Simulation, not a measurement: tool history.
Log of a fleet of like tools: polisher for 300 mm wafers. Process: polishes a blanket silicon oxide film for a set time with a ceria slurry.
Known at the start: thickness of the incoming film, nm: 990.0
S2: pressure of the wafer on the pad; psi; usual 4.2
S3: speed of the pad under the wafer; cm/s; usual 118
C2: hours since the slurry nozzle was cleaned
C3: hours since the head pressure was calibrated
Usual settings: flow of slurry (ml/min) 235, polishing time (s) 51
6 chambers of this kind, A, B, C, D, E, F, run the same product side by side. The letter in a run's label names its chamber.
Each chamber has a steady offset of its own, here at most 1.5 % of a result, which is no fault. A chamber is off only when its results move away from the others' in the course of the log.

At hour 3.2: chamber B: worn pad replaced by a new one.
Run 1B, hour 6.4: usual settings; wafers polished on this pad 40; C2 12.1; C3 80.0. Result: film removed (nm) 380.65.
Run 2E, hour 11.8: usual settings; wafers polished on this pad 606; C2 194.7; C3 945.2. Result: film removed (nm) 377.77.
Run 3F, hour 17.1: usual settings; wafers polished on this pad 562; C2 627.4; C3 55.8. Result: film removed (nm) 372.47.
At hour 19.6: chamber C: worn pad replaced by a new one.
At hour 23.2: chamber E: worn pad replaced by a new one.
Run 4C, hour 23.4: usual settings; wafers polished on this pad 47; C2 166.6; C3 231.3. Result: film removed (nm) 372.76.
Run 5A, hour 27.1: usual settings; wafers polished on this pad 625; C2 120.8; C3 55.1. Result: film removed (nm) 366.13.
Run 6D, hour 31.5: usual settings but S2 3.3 psi, polishing time (s) 35; wafers polished on this pad 602; C2 164.1; C3 150.5. Result: film removed (nm) 200.79.
Run 7A, hour 38.9: usual settings but S2 3.3 psi, polishing time (s) 35; wafers polished on this pad 771; C2 132.6; C3 66.9. Result: film removed (nm) 199.41.
Run 8D, hour 43.4: usual settings but S2 3.3 psi, polishing time (s) 35; wafers polished on this pad 750; C2 176.0; C3 162.4. Result: film removed (nm) 204.25.
At hour 44.7: chamber B: worn pad replaced by a new one.
Run 9C, hour 48.7: usual settings but S2 3.3 psi, polishing time (s) 35; wafers polished on this pad 361; C2 191.9; C3 256.6. Result: film removed (nm) 201.99.
Run 10F, hour 53.3: usual settings but S2 3.3 psi, polishing time (s) 35; wafers polished on this pad 1011; C2 663.6; C3 92.0. Result: film removed (nm) 202.72.
Run 11B, hour 60.7: usual settings but S2 3.3 psi, polishing time (s) 35; wafers polished on this pad 199; C2 66.4; C3 134.3. Result: film removed (nm) 200.76.
At hour 63.3: chamber D: worn pad replaced by a new one.
Run 12E, hour 65.1: usual settings; wafers polished on this pad 521; C2 248.0; C3 998.5. Result: film removed (nm) 373.32.
At hour 67.8: chamber A: worn pad replaced by a new one.
Run 13B, hour 69.7: usual settings; wafers polished on this pad 311; C2 75.4; C3 143.3. Result: film removed (nm) 381.88.
At hour 71.5: chamber C: worn pad replaced by a new one.
Run 14D, hour 75.8: usual settings; wafers polished on this pad 155; C2 208.4; C3 194.8. Result: film removed (nm) 373.77.
At hour 77.0: chamber F: worn pad replaced by a new one.
At hour 77.1: chamber E: worn pad replaced by a new one.
Run 15F, hour 82.5: usual settings; wafers polished on this pad 68; C2 692.8; C3 121.2. Result: film removed (nm) 370.69.
Run 16A, hour 87.6: usual settings; wafers polished on this pad 246; C2 181.3; C3 115.6. Result: film removed (nm) 375.04.
At hour 88.5: chamber B: worn pad replaced by a new one.
Run 17C, hour 95.3: usual settings; wafers polished on this pad 296; C2 238.5; C3 303.2. Result: film removed (nm) 375.75.
Run 18E, hour 102.6: usual settings; wafers polished on this pad 317; C2 285.5; C3 1036.0. Result: film removed (nm) 370.92.
At hour 105.5: chamber E: head pressure recalibrated.
Run 19C, hour 110.8: usual settings; wafers polished on this pad 489; C2 254.0; C3 318.7. Result: film removed (nm) 372.07.
At hour 113.6: chamber C: slurry nozzle cleaned.
Run 20F, hour 115.8: usual settings; wafers polished on this pad 482; C2 726.1; C3 154.5. Result: film removed (nm) 379.03.
At hour 121.2: chamber C: worn pad replaced by a new one.
Run 21E, hour 123.5: usual settings but S2 3.1 psi; wafers polished on this pad 577; C2 306.4; C3 18.1. Result: film removed (nm) 270.16.
At hour 127.5: chamber E: worn pad replaced by a new one.
Run 22D, hour 130.1: usual settings but S2 3.1 psi; wafers polished on this pad 830; C2 262.7; C3 249.1. Result: film removed (nm) 273.56.
Run 23B, hour 134.0: usual settings but S2 3.1 psi; wafers polished on this pad 565; C2 139.7; C3 207.6. Result: film removed (nm) 278.56.
At hour 139.3: chamber B: worn pad replaced by a new one.
Run 24A, hour 140.5: usual settings but S2 3.1 psi; wafers polished on this pad 903; C2 234.2; C3 168.5. Result: film removed (nm) 274.41.
At hour 141.6: chamber D: worn pad replaced by a new one.
Run 25B, hour 148.6: usual settings but S2 3.1 psi; wafers polished on this pad 116; C2 154.3; C3 222.2. Result: film removed (nm) 278.21.
Run 26A, hour 152.2: usual settings but S2 3.1 psi; wafers polished on this pad 1048; C2 245.9; C3 180.2. Result: film removed (nm) 273.34.
At hour 158.1: chamber A: worn pad replaced by a new one.
Run 27F, hour 159.1: usual settings; wafers polished on this pad 1019; C2 769.4; C3 197.8. Result: film removed (nm) 372.20.
Run 28C, hour 163.4: usual settings; wafers polished on this pad 524; C2 49.8; C3 371.3. Result: film removed (nm) 372.19.
Run 29E, hour 170.4: usual settings; wafers polished on this pad 533; C2 353.3; C3 65.0. Result: film removed (nm) 367.91.
At hour 177.5: chamber C: worn pad replaced by a new one.
Run 30D, hour 177.9: usual settings but flow of slurry (ml/min) 200; wafers polished on this pad 451; C2 310.5; C3 296.9. Result: film removed (nm) 365.13.
At hour 182.1: chamber B: worn pad replaced by a new one.
Run 31C, hour 185.6: usual settings but flow of slurry (ml/min) 200; wafers polished on this pad 101; C2 72.0; C3 393.5. Result: film removed (nm) 365.87.
Run 32B, hour 191.6: usual settings but flow of slurry (ml/min) 200; wafers polished on this pad 118; C2 197.3; C3 265.2. Result: film removed (nm) 367.76.
At hour 191.8: chamber E: worn pad replaced by a new one.
At hour 194.2: chamber F: worn pad replaced by a new one.
Run 33D, hour 195.3: usual settings but flow of slurry (ml/min) 200; wafers polished on this pad 667; C2 327.9; C3 314.3. Result: film removed (nm) 366.41.
Run 34E, hour 201.5: usual settings but flow of slurry (ml/min) 200; wafers polished on this pad 121; C2 384.4; C3 96.1. Result: film removed (nm) 365.23.
Run 35F, hour 206.5: usual settings but flow of slurry (ml/min) 200; wafers polished on this pad 153; C2 816.8; C3 245.2. Result: film removed (nm) 364.66.
Run 36A, hour 210.1: usual settings; wafers polished on this pad 646; C2 303.8; C3 238.1. Result: film removed (nm) 369.99.
Run 37F, hour 216.3: usual settings; wafers polished on this pad 274; C2 826.6; C3 255.0. Result: film removed (nm) 362.83.
Run 38B, hour 222.3: usual settings; wafers polished on this pad 500; C2 228.0; C3 295.9. Result: film removed (nm) 376.54.

What goes on in this fleet: one chamber off, a drifting gauge, or nothing beyond the chambers' own small offsets? Name the chamber and the cause, if any.

No chamber stands off beyond its own small offset, and the gauge holds steady.
